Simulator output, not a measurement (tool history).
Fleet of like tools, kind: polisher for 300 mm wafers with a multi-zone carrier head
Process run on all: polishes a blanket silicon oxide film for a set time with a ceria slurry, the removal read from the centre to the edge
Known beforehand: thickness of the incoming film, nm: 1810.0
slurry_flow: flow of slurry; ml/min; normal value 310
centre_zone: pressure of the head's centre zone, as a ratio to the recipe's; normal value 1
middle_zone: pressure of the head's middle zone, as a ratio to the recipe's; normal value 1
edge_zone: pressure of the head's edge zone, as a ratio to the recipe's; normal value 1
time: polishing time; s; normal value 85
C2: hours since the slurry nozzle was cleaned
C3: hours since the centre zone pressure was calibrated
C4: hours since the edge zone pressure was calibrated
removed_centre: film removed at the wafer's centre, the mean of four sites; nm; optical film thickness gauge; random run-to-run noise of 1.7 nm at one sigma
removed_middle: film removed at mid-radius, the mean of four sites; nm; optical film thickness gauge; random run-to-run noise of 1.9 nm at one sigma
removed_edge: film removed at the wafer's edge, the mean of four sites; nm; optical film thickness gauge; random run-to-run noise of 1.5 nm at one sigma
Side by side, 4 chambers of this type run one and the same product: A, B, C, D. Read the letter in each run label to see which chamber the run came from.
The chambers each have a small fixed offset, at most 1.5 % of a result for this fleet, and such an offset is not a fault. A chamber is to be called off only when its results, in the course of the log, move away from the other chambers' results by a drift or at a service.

{"hour": 0.2, "done": "chamber B: worn pad replaced by a new one"}
{"run": "1C", "hour": 10.1, "slurry_flow": 310, "centre_zone": 1, "middle_zone": 1, "edge_zone": 1, "time": 85, "wafers polished on this pad": 150, "C2": 723.2, "C3": 526.2, "C4": 393.2, "removed_centre": 179.31, "removed_middle": 183.56, "removed_edge": 182.51}
{"run": "2B", "hour": 16.8, "slurry_flow": 310, "centre_zone": 1, "middle_zone": 1, "edge_zone": 1, "time": 85, "wafers polished on this pad": 123, "C2": 121.6, "C3": 311.3, "C4": 684.5, "removed_centre": 183.55, "removed_middle": 181.77, "removed_edge": 181.54}
{"hour": 18.0, "done": "chamber A: worn pad replaced by a new one"}
{"run": "3D", "hour": 28.2, "slurry_flow": 310, "centre_zone": 1, "middle_zone": 1, "edge_zone": 1, "time": 85, "wafers polished on this pad": 398, "C2": 220.3, "C3": 286.3, "C4": 556.2, "removed_centre": 182.27, "removed_middle": 178.34, "removed_edge": 180.27}
{"run": "4A", "hour": 38.7, "slurry_flow": 310, "centre_zone": 1, "middle_zone": 1, "edge_zone": 1, "time": 85, "wafers polished on this pad": 154, "C2": 652.4, "C3": 294.4, "C4": 525.6, "removed_centre": 183.51, "removed_middle": 184.74, "removed_edge": 185.63}
{"hour": 44.2, "done": "chamber C: edge zone pressure recalibrated"}
{"run": "5C", "hour": 46.7, "slurry_flow": 310, "centre_zone": 1, "middle_zone": 1, "edge_zone": 1, "time": 85, "wafers polished on this pad": 421, "C2": 759.8, "C3": 562.8, "C4": 2.6, "removed_centre": 181.33, "removed_middle": 181.14, "removed_edge": 180.7}
{"run": "6A", "hour": 54.9, "slurry_flow": 310, "centre_zone": 1, "middle_zone": 1, "edge_zone": 1, "time": 85, "wafers polished on this pad": 274, "C2": 668.6, "C3": 310.6, "C4": 541.8, "removed_centre": 183.66, "removed_middle": 182.24, "removed_edge": 183.63}
{"hour": 56.7, "done": "chamber D: worn pad replaced by a new one"}
{"run": "7B", "hour": 62.3, "slurry_flow": 310, "centre_zone": 1, "middle_zone": 1, "edge_zone": 1, "time": 85, "wafers polished on this pad": 460, "C2": 167.1, "C3": 356.8, "C4": 730, "removed_centre": 181.12, "removed_middle": 181.08, "removed_edge": 180.69}
{"run": "8D", "hour": 69.4, "slurry_flow": 265, "centre_zone": 1, "middle_zone": 1, "edge_zone": 1, "time": 85, "wafers polished on this pad": 94, "C2": 261.5, "C3": 327.5, "C4": 597.4, "removed_centre": 179.33, "removed_middle": 179.18, "removed_edge": 181.58}
{"run": "9D", "hour": 74.7, "slurry_flow": 265, "centre_zone": 1, "middle_zone": 1, "edge_zone": 1, "time": 85, "wafers polished on this pad": 133, "C2": 266.8, "C3": 332.8, "C4": 602.7, "removed_centre": 181.87, "removed_middle": 182.21, "removed_edge": 179.36}
{"run": "10C", "hour": 84.2, "slurry_flow": 265, "centre_zone": 1, "middle_zone": 1, "edge_zone": 1, "time": 85, "wafers polished on this pad": 699, "C2": 797.3, "C3": 600.3, "C4": 40.1, "removed_centre": 176.63, "removed_middle": 177.81, "removed_edge": 177.39}
{"run": "11B", "hour": 95.4, "slurry_flow": 265, "centre_zone": 1, "middle_zone": 1, "edge_zone": 1, "time": 85, "wafers polished on this pad": 705, "C2": 200.2, "C3": 389.9, "C4": 763.1, "removed_centre": 180.73, "removed_middle": 177.28, "removed_edge": 179.42}
{"hour": 101.5, "done": "chamber C: slurry nozzle cleaned"}
{"run": "12A", "hour": 103.9, "slurry_flow": 310, "centre_zone": 1, "middle_zone": 1, "edge_zone": 1, "time": 85, "wafers polished on this pad": 637, "C2": 717.6, "C3": 359.6, "C4": 590.8, "removed_centre": 188.47, "removed_middle": 181.87, "removed_edge": 184.86}
{"hour": 105.0, "done": "chamber B: worn pad replaced by a new one"}
{"hour": 109.0, "done": "chamber A: slurry nozzle cleaned"}
{"run": "13B", "hour": 113.0, "slurry_flow": 310, "centre_zone": 1, "middle_zone": 0.93, "edge_zone": 1, "time": 64, "wafers polished on this pad": 59, "C2": 217.8, "C3": 407.5, "C4": 780.7, "removed_centre": 136.24, "removed_middle": 129.88, "removed_edge": 137.4}
{"hour": 113.8, "done": "chamber C: centre zone pressure recalibrated"}
{"run": "14A", "hour": 123.1, "slurry_flow": 310, "centre_zone": 1, "middle_zone": 0.93, "edge_zone": 1, "time": 64, "wafers polished on this pad": 779, "C2": 14.2, "C3": 378.8, "C4": 610, "removed_centre": 136.05, "removed_middle": 128.33, "removed_edge": 138.63}
{"run": "15C", "hour": 132.0, "slurry_flow": 310, "centre_zone": 1, "middle_zone": 0.93, "edge_zone": 1, "time": 64, "wafers polished on this pad": 1054, "C2": 30.6, "C3": 18.2, "C4": 87.9, "removed_centre": 136.33, "removed_middle": 131.37, "removed_edge": 135.89}
{"run": "16D", "hour": 137.7, "slurry_flow": 310, "centre_zone": 1, "middle_zone": 0.93, "edge_zone": 1, "time": 64, "wafers polished on this pad": 600, "C2": 329.8, "C3": 395.8, "C4": 665.7, "removed_centre": 138.5, "removed_middle": 129.6, "removed_edge": 138.94}
{"run": "17D", "hour": 148.1, "slurry_flow": 310, "centre_zone": 1, "middle_zone": 1, "edge_zone": 1, "time": 85, "wafers polished on this pad": 677, "C2": 340.2, "C3": 406.2, "C4": 676.1, "removed_centre": 182.5, "removed_middle": 179.98, "removed_edge": 180.22}
{"hour": 155.6, "done": "chamber C: worn pad replaced by a new one"}
{"run": "18C", "hour": 159.6, "slurry_flow": 310, "centre_zone": 1, "middle_zone": 1, "edge_zone": 1, "time": 85, "wafers polished on this pad": 30, "C2": 58.2, "C3": 45.8, "C4": 115.5, "removed_centre": 179.67, "removed_middle": 185.23, "removed_edge": 180.97}
{"hour": 162.0, "done": "chamber A: worn pad replaced by a new one"}
{"hour": 165.2, "done": "chamber D: worn pad replaced by a new one"}
{"run": "19A", "hour": 166.5, "slurry_flow": 310, "centre_zone": 1, "middle_zone": 1, "edge_zone": 1, "time": 85, "wafers polished on this pad": 33, "C2": 57.6, "C3": 422.2, "C4": 653.4, "removed_centre": 175.51, "removed_middle": 182.5, "removed_edge": 183.9}
{"hour": 171.6, "done": "chamber D: slurry nozzle cleaned"}
{"run": "20B", "hour": 173.7, "slurry_flow": 310, "centre_zone": 1, "middle_zone": 1, "edge_zone": 1, "time": 85, "wafers polished on this pad": 509, "C2": 278.5, "C3": 468.2, "C4": 841.4, "removed_centre": 185.12, "removed_middle": 181.29, "removed_edge": 179.46}
{"run": "21C", "hour": 179.5, "slurry_flow": 310, "centre_zone": 1, "middle_zone": 1, "edge_zone": 1, "time": 85, "wafers polished on this pad": 177, "C2": 78.1, "C3": 65.7, "C4": 135.4, "removed_centre": 180, "removed_middle": 183.23, "removed_edge": 181.68}
{"run": "22D", "hour": 184.5, "slurry_flow": 310, "centre_zone": 1, "middle_zone": 1, "edge_zone": 0.96, "time": 85, "wafers polished on this pad": 143, "C2": 13, "C3": 442.6, "C4": 712.5, "removed_centre": 182.02, "removed_middle": 186.54, "removed_edge": 177.33}
{"run": "23B", "hour": 191.4, "slurry_flow": 310, "centre_zone": 1, "middle_zone": 1, "edge_zone": 0.96, "time": 85, "wafers polished on this pad": 641, "C2": 296.2, "C3": 485.9, "C4": 859.1, "removed_centre": 184.88, "removed_middle": 180.67, "removed_edge": 176.18}
{"run": "24A", "hour": 201.0, "slurry_flow": 310, "centre_zone": 1, "middle_zone": 1, "edge_zone": 0.96, "time": 85, "wafers polished on this pad": 289, "C2": 92.1, "C3": 456.7, "C4": 687.9, "removed_centre": 171.06, "removed_middle": 183.8, "removed_edge": 179.74}
{"run": "25C", "hour": 206.5, "slurry_flow": 310, "centre_zone": 1, "middle_zone": 1, "edge_zone": 0.96, "time": 85, "wafers polished on this pad": 377, "C2": 105.1, "C3": 92.7, "C4": 162.4, "removed_centre": 178.92, "removed_middle": 182.25, "removed_edge": 178.2}
{"run": "26B", "hour": 215.0, "slurry_flow": 310, "centre_zone": 1, "middle_zone": 1, "edge_zone": 1, "time": 85, "wafers polished on this pad": 816, "C2": 319.8, "C3": 509.5, "C4": 882.7, "removed_centre": 182.87, "removed_middle": 179.39, "removed_edge": 180.81}
{"run": "27A", "hour": 221.2, "slurry_flow": 310, "centre_zone": 1, "middle_zone": 1, "edge_zone": 1, "time": 85, "wafers polished on this pad": 439, "C2": 112.3, "C3": 476.9, "C4": 708.1, "removed_centre": 167.92, "removed_middle": 183.77, "removed_edge": 184.21}
{"run": "28D", "hour": 229.3, "slurry_flow": 310, "centre_zone": 1, "middle_zone": 1, "edge_zone": 1, "time": 85, "wafers polished on this pad": 475, "C2": 57.8, "C3": 487.4, "C4": 757.3, "removed_centre": 185.67, "removed_middle": 183.82, "removed_edge": 182.27}
{"run": "29C", "hour": 240.2, "slurry_flow": 310, "centre_zone": 1, "middle_zone": 1, "edge_zone": 1, "time": 85, "wafers polished on this pad": 627, "C2": 138.8, "C3": 126.4, "C4": 196.1, "removed_centre": 179, "removed_middle": 182.55, "removed_edge": 178.84}
{"run": "30A", "hour": 248.5, "slurry_flow": 310, "centre_zone": 1, "middle_zone": 1, "edge_zone": 1, "time": 85, "wafers polished on this pad": 641, "C2": 139.6, "C3": 504.2, "C4": 735.4, "removed_centre": 165.56, "removed_middle": 180.47, "removed_edge": 185.99}
{"run": "31D", "hour": 254.8, "slurry_flow": 310, "centre_zone": 1, "middle_zone": 1, "edge_zone": 1, "time": 85, "wafers polished on this pad": 664, "C2": 83.3, "C3": 512.9, "C4": 782.8, "removed_centre": 183.08, "removed_middle": 183.81, "removed_edge": 182.41}

Has any chamber moved away from the others, gradually or after a service, or does the common gauge drift, or do the chambers differ only by their own small steady offsets? State the chamber and the most likely cause if one applies.

One chamber, A, drifts off from the rest bit by bit.
Likeliest cause: centre zone's pressure below its setpoint, % = 11.4.

Here are 4 candidates for chamber A's next run, each the usual settings with a change, their results left as question marks. Which one brings its results back in line with what the others give on the usual settings?
In line means no further than this from the other chambers' mean on the usual settings: removed_centre 5.8 nm; removed_middle 6.8 nm; removed_edge 5.3 nm
{"run": "32A-1", "hour": 263.2, "slurry_flow": 320, "centre_zone": 1.11, "middle_zone": 0.99, "edge_zone": 0.96, "time": 86, "removed_centre": "?", "removed_middle": "?", "removed_edge": "?"}
{"run": "32A-2", "hour": 263.2, "slurry_flow": 305, "centre_zone": 0.9, "middle_zone": 1.01, "edge_zone": 1.04, "time": 85, "removed_centre": "?", "removed_middle": "?", "removed_edge": "?"}
{"run": "32A-3", "hour": 263.2, "slurry_flow": 330, "centre_zone": 1.17, "middle_zone": 0.96, "edge_zone": 0.89, "time": 88, "removed_centre": "?", "removed_middle": "?", "removed_edge": "?"}
{"run": "32A-4", "hour": 263.2, "slurry_flow": 295, "centre_zone": 0.83, "middle_zone": 1.02, "edge_zone": 1.08, "time": 84, "removed_centre": "?", "removed_middle": "?", "removed_edge": "?"}

Other chambers, usual settings, mean: removed_centre 182.58 nm; removed_middle 182.52 nm; removed_edge 181.3 nm
run=32A-1 removed_centre=184.71 removed_middle=183.04 removed_edge=182.65
run=32A-2 removed_centre=143.63 removed_middle=183.58 removed_edge=187.7
run=32A-3 removed_centre=200.88 removed_middle=182.63 removed_edge=180.2
run=32A-4 removed_centre=128.95 removed_middle=182.52 removed_edge=188.88
With 32A-1, the chamber falls back in line with the rest.
